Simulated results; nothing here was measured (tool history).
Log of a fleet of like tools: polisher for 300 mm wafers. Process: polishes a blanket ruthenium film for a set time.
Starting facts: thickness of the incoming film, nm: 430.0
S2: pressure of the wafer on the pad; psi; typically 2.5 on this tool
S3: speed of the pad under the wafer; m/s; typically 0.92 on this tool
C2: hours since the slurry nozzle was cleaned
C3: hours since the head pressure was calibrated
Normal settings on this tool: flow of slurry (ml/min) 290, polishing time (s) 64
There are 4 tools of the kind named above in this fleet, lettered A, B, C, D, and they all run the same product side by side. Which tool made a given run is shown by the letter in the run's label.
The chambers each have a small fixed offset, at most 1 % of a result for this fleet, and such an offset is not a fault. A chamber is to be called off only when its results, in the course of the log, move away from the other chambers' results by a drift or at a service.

At hour 1.9: chamber B: worn pad replaced by a new one.
Run 1D, hour 13.1: usual settings; wafers polished on this pad 961; C2 65.5; C3 65.8. Result: film removed (Å) 922.35.
Run 2C, hour 20.6: usual settings; wafers polished on this pad 391; C2 503.2; C3 570.2. Result: film removed (Å) 909.78.
At hour 29.8: chamber D: worn pad replaced by a new one.
Run 3B, hour 31.4: usual settings; wafers polished on this pad 302; C2 128.3; C3 1223.3. Result: film removed (Å) 924.75.
Run 4A, hour 42.5: usual settings; wafers polished on this pad 1246; C2 195.7; C3 262.4. Result: film removed (Å) 925.02.
At hour 50.5: chamber B: head pressure recalibrated.
Run 5A, hour 51.7: usual settings but flow of slurry (ml/min) 240, polishing time (s) 52; wafers polished on this pad 1340; C2 204.9; C3 271.6. Result: film removed (Å) 738.61.
At hour 58.2: chamber A: worn pad replaced by a new one.
Run 6B, hour 61.8: usual settings but flow of slurry (ml/min) 240, polishing time (s) 52; wafers polished on this pad 613; C2 158.7; C3 11.4. Result: film removed (Å) 737.53.
Run 7D, hour 74.2: usual settings but flow of slurry (ml/min) 240, polishing time (s) 52; wafers polished on this pad 455; C2 126.6; C3 126.9. Result: film removed (Å) 725.86.
At hour 79.9: chamber B: worn pad replaced by a new one.
At hour 80.2: chamber A: slurry nozzle cleaned.
Run 8C, hour 88.2: usual settings but flow of slurry (ml/min) 240, polishing time (s) 52; wafers polished on this pad 1082; C2 570.8; C3 637.8. Result: film removed (Å) 725.16.
Run 9B, hour 98.5: usual settings but polishing time (s) 78; wafers polished on this pad 190; C2 195.4; C3 48.1. Result: film removed (Å) 1141.2.
Run 10D, hour 106.9: usual settings but polishing time (s) 78; wafers polished on this pad 789; C2 159.3; C3 159.6. Result: film removed (Å) 1103.4.
Run 11C, hour 121.1: usual settings but polishing time (s) 78; wafers polished on this pad 1419; C2 603.7; C3 670.7. Result: film removed (Å) 1097.3.
Run 12A, hour 131.1: usual settings but polishing time (s) 78; wafers polished on this pad 746; C2 51; C3 351. Result: film removed (Å) 1122.1.
At hour 142.6: chamber B: worn pad replaced by a new one.
Run 13B, hour 145.3: usual settings; wafers polished on this pad 28; C2 242.2; C3 94.9. Result: film removed (Å) 915.
At hour 146.5: chamber D: worn pad replaced by a new one.
Run 14D, hour 156.9: usual settings; wafers polished on this pad 107; C2 209.3; C3 209.6. Result: film removed (Å) 910.76.
At hour 166.5: chamber A: worn pad replaced by a new one.
Run 15C, hour 168.2: usual settings; wafers polished on this pad 1901; C2 650.8; C3 717.8. Result: film removed (Å) 892.49.
Run 16A, hour 175.6: usual settings; wafers polished on this pad 93; C2 95.5; C3 395.5. Result: film removed (Å) 922.99.
Run 17B, hour 184.9: usual settings; wafers polished on this pad 433; C2 281.8; C3 134.5. Result: film removed (Å) 921.91.
Run 18C, hour 198.1: usual settings but flow of slurry (ml/min) 235, polishing time (s) 57; wafers polished on this pad 2207; C2 680.7; C3 747.7. Result: film removed (Å) 778.74.
Run 19A, hour 210.1: usual settings but flow of slurry (ml/min) 235, polishing time (s) 57; wafers polished on this pad 446; C2 130; C3 430. Result: film removed (Å) 801.61.
At hour 211.3: chamber B: worn pad replaced by a new one.
At hour 214: chamber D: slurry nozzle cleaned.
Run 20D, hour 222.8: usual settings but flow of slurry (ml/min) 235, polishing time (s) 57; wafers polished on this pad 781; C2 8.8; C3 275.5. Result: film removed (Å) 794.39.
Run 21C, hour 232: usual settings but flow of slurry (ml/min) 235, polishing time (s) 57; wafers polished on this pad 2554; C2 714.6; C3 781.6. Result: film removed (Å) 772.65.
Run 22B, hour 243.2: usual settings; wafers polished on this pad 327; C2 340.1; C3 192.8. Result: film removed (Å) 918.69.
At hour 252.2: chamber D: head pressure recalibrated.
At hour 253.8: chamber D: worn pad replaced by a new one.
Run 23D, hour 258.5: usual settings; wafers polished on this pad 48; C2 44.5; C3 6.3. Result: film removed (Å) 899.84.
Run 24A, hour 272.1: usual settings; wafers polished on this pad 1081; C2 192; C3 492. Result: film removed (Å) 916.32.
At hour 276.5: chamber A: worn pad replaced by a new one.
At hour 277.8: chamber B: slurry nozzle cleaned.
At hour 278.3: chamber B: worn pad replaced by a new one.
Run 25A, hour 284.4: usual settings but polishing time (s) 44; wafers polished on this pad 81; C2 204.3; C3 504.3. Result: film removed (Å) 635.58.
Run 26C, hour 298.9: usual settings but polishing time (s) 44; wafers polished on this pad 3238; C2 781.5; C3 848.5. Result: film removed (Å) 599.02.
Run 27D, hour 306.9: usual settings but polishing time (s) 44; wafers polished on this pad 543; C2 92.9; C3 54.7. Result: film removed (Å) 632.24.
Run 28B, hour 322.1: usual settings but polishing time (s) 44; wafers polished on this pad 448; C2 44.4; C3 271.7. Result: film removed (Å) 640.42.

Has any chamber moved away from the others, gradually or after a service, or does the common gauge drift, or do the chambers differ only by their own small steady offsets? State the chamber and the most likely cause if one applies.

Chamber C drifts away from the others.
Likeliest cause: removal rate lost through wear of the pad, % = 5.78.
Not necessarily distinguishable in this log from: slurry flow missing at the pad, %; head's pressure below its setpoint, %.

Chamber C could run next with any of the 4 candidate recipes listed below; each alters the usual settings, and their results appear as question marks. Which one brings its results back in line with what the other chambers deliver on the usual settings?
A result is in line if it is within this distance of the other chambers' mean on the usual settings: film removed (Å) 22
Run 29C-1, hour 333.9: usual settings but polishing time (s) 57. Result: film removed (Å) ?.
Run 29C-2, hour 333.9: usual settings but S2 2.6 psi, S3 0.94 m/s, polishing time (s) 65. Result: film removed (Å) ?.
Run 29C-3, hour 333.9: usual settings but S2 2.6 psi, S3 0.96 m/s, polishing time (s) 66. Result: film removed (Å) ?.
Run 29C-4, hour 333.9: usual settings but polishing time (s) 60. Result: film removed (Å) ?.

The other chambers' mean on the usual settings: film removed (Å) 920.61
  run  film removed (Å)
29C-1            762.72
29C-2            923.76
29C-3            957.73
29C-4            802.86
29C-2 is the one that brings the chamber's results back in line with the other chambers.
